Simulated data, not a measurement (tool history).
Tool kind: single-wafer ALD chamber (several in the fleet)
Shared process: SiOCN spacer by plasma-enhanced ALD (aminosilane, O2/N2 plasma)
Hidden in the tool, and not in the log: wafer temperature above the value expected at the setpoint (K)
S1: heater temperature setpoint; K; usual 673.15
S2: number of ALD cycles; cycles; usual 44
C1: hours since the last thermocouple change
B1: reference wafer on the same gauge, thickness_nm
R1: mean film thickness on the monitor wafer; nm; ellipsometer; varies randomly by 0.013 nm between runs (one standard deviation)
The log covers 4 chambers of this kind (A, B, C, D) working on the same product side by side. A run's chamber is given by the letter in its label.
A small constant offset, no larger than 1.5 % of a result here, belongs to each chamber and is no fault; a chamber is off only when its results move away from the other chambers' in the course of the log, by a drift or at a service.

Run 1C, day 0.246: usual settings; C1 582.2; B1 2.1869. Result: R1 2.6296 nm.
Run 2B, day 0.588: usual settings; C1 720.6; B1 2.1915. Result: R1 2.6625 nm.
Run 3A, day 0.917: usual settings; C1 1416.4; B1 2.1887. Result: R1 2.6557 nm.
Run 4D, day 1.142: usual settings; C1 1200.2; B1 2.1906. Result: R1 2.6667 nm.
Run 5D, day 1.446: usual settings; C1 1207.5; B1 2.1898. Result: R1 2.6581 nm.
Run 6C, day 1.658: usual settings; C1 616.1; B1 2.1885. Result: R1 2.6281 nm.
Run 7A, day 1.996: usual settings; C1 1442.3; B1 2.1906. Result: R1 2.6264 nm.
Run 8B, day 2.254: usual settings; C1 760.6; B1 2.1883. Result: R1 2.6871 nm.
Run 9C, day 2.450: usual settings; C1 635.1; B1 2.1903. Result: R1 2.6317 nm.
Run 10A, day 2.829: usual settings; C1 1462.3; B1 2.1886. Result: R1 2.6466 nm.
Run 11D, day 3.058: usual settings; C1 1246.2; B1 2.1887. Result: R1 2.6549 nm.
Run 12B, day 3.279: usual settings; C1 785.2; B1 2.1899. Result: R1 2.6872 nm.
Run 13D, day 3.608: usual settings; C1 1259.4; B1 2.1877. Result: R1 2.6725 nm.
Run 14B, day 3.854: usual settings; C1 799.0; B1 2.1880. Result: R1 2.6641 nm.
Run 15C, day 4.067: usual settings; C1 673.9; B1 2.1907. Result: R1 2.6452 nm.
Run 16A, day 4.279: usual settings; C1 1497.1; B1 2.1890. Result: R1 2.6413 nm.
Run 17A, day 4.596: usual settings; C1 1504.7; B1 2.1881. Result: R1 2.6400 nm.
Run 18D, day 4.842: usual settings; C1 1289.0; B1 2.1891. Result: R1 2.6626 nm.
Run 19B, day 5.112: usual settings but S1 679.15 K, S2 50 cycles; C1 829.2; B1 2.1911. Result: R1 2.9905 nm.
Run 20C, day 5.354: usual settings but S1 679.15 K, S2 50 cycles; C1 704.8; B1 2.1902. Result: R1 2.9216 nm.
Run 21A, day 5.554: usual settings but S1 679.15 K, S2 50 cycles; C1 1527.7; B1 2.1919. Result: R1 2.9519 nm.
Run 22B, day 5.775: usual settings but S1 679.15 K, S2 50 cycles; C1 845.1; B1 2.1891. Result: R1 2.9673 nm.
Run 23C, day 6.012: usual settings; C1 720.6; B1 2.1893. Result: R1 2.6299 nm.
Run 24D, day 6.308: usual settings; C1 1324.2; B1 2.1894. Result: R1 2.6684 nm.
Run 25A, day 6.538: usual settings but S1 666.15 K, S2 40 cycles; C1 1551.3; B1 2.1898. Result: R1 2.3981 nm.
Run 26B, day 6.725: usual settings but S1 666.15 K, S2 40 cycles; C1 867.9; B1 2.1893. Result: R1 2.4234 nm.
Run 27D, day 6.942: usual settings but S1 666.15 K, S2 40 cycles; C1 1339.4; B1 2.1904. Result: R1 2.4428 nm.
Run 28C, day 7.267: usual settings but S1 666.15 K, S2 40 cycles; C1 750.7; B1 2.1918. Result: R1 2.3884 nm.
At day 7.504: chamber A: thermocouple changed; heater temperature recalibrated.
Run 29D, day 7.642: usual settings; C1 1356.2; B1 2.1860. Result: R1 2.6889 nm.
Run 30B, day 7.908: usual settings; C1 896.3; B1 2.1902. Result: R1 2.6603 nm.
Run 31A, day 8.121: usual settings; C1 14.9; B1 2.1933. Result: R1 2.6491 nm.
Run 32C, day 8.300: usual settings but S2 48 cycles; C1 775.5; B1 2.1896. Result: R1 2.8508 nm.
Run 33D, day 8.654: usual settings but S2 48 cycles; C1 1380.5; B1 2.1885. Result: R1 2.8797 nm.
Run 34A, day 8.908: usual settings but S2 48 cycles; C1 33.8; B1 2.1891. Result: R1 2.8835 nm.
Run 35C, day 9.104: usual settings but S2 48 cycles; C1 794.8; B1 2.1926. Result: R1 2.8661 nm.
Run 36B, day 9.412: usual settings; C1 932.4; B1 2.1932. Result: R1 2.6613 nm.
Run 37C, day 9.583: usual settings; C1 806.3; B1 2.1882. Result: R1 2.6180 nm.
Run 38A, day 9.904: usual settings; C1 57.7; B1 2.1894. Result: R1 2.6518 nm.
Run 39B, day 10.292: usual settings but S2 36 cycles; C1 953.5; B1 2.1895. Result: R1 2.1880 nm.
Run 40D, day 10.579: usual settings but S2 36 cycles; C1 1426.7; B1 2.1928. Result: R1 2.1779 nm.
Run 41D, day 10.825: usual settings but S2 36 cycles; C1 1432.6; B1 2.1913. Result: R1 2.1714 nm.
Run 42A, day 11.108: usual settings but S2 36 cycles; C1 86.6; B1 2.1920. Result: R1 2.1614 nm.
Run 43C, day 11.417: usual settings; C1 850.3; B1 2.1864. Result: R1 2.6154 nm.
Run 44B, day 11.742: usual settings; C1 988.3; B1 2.1930. Result: R1 2.6625 nm.

Each of the 4 chambers runs these same settings next. Fill in every chamber's results:
Run 45A, day 12.025: usual settings. Result: R1 ?.
Run 45B, day 12.025: usual settings. Result: R1 ?.
Run 45C, day 12.025: usual settings. Result: R1 ?.
Run 45D, day 12.025: usual settings. Result: R1 ?.

run      R1
45A  2.6314
45B  2.6637
45C  2.6313
45D  2.6541
